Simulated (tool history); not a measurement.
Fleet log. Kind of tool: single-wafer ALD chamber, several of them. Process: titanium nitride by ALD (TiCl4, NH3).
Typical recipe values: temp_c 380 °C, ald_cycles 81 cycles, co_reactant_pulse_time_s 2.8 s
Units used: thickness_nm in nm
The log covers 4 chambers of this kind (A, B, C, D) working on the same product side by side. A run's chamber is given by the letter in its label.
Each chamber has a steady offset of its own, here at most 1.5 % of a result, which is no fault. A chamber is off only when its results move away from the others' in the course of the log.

run	day	temp_c	ald_cycles	co_reactant_pulse_time_s	read-back reference wafer on the same gauge, thickness_nm	thickness_nm
1C	0.125	380	81	2.8	1.5097	1.7652
2D	0.242	380	81	2.8	1.5114	1.7623
3A	0.454	380	81	2.8	1.5106	1.8104
4B	0.712	380	81	2.8	1.5109	1.7795
# day 0.758: chamber A: thermocouple changed; heater temperature recalibrated
5C	0.9	380	81	2.8	1.5082	1.7536
6B	1.108	390	81	2.8	1.5101	1.7887
7A	1.346	390	81	2.8	1.5104	1.8217
8D	1.558	390	81	2.8	1.5078	1.8024
9D	1.696	390	81	2.8	1.5102	1.7996
10C	1.892	380	81	2.8	1.5089	1.7761
11A	2.058	380	81	2.8	1.5093	1.8015
12B	2.188	380	81	2.8	1.5088	1.7862
13C	2.312	380	81	2.8	1.5093	1.7757
14D	2.512	380	81	2.8	1.5098	1.7892
15B	2.688	380	81	2.8	1.5097	1.7953
16A	2.888	380	81	2.8	1.5076	1.8092
17A	3.125	380	81	2.8	1.5096	1.7912
18C	3.3	380	81	2.8	1.5132	1.7578
19D	3.421	380	81	2.8	1.5079	1.7853
20B	3.571	380	81	2.8	1.5102	1.7964
21A	3.721	380	81	2.8	1.5087	1.7909
22B	3.942	380	81	2.8	1.5124	1.7932
23D	4.071	380	81	2.8	1.5089	1.7834
24C	4.333	380	81	2.8	1.509	1.7577
25A	4.558	380	81	2.8	1.5133	1.8137
26C	4.767	380	81	2.8	1.5111	1.7595
27B	5.012	380	81	2.8	1.5115	1.8047
28D	5.267	380	81	2.8	1.5093	1.7746
29B	5.492	380	81	2.8	1.5097	1.7928
30D	5.742	380	81	2.8	1.5101	1.7749
31C	5.933	380	81	2.8	1.5095	1.7625
32A	6.067	390	81	3.61	1.5087	1.8249
33A	6.188	390	81	3.61	1.5117	1.8267

Is one chamber off against the others, does the gauge drift, or is nothing wrong? If a chamber is off, say which, and what the likeliest cause is.

Nothing is wrong: each chamber keeps only its own small, steady offset and the gauge holds still.
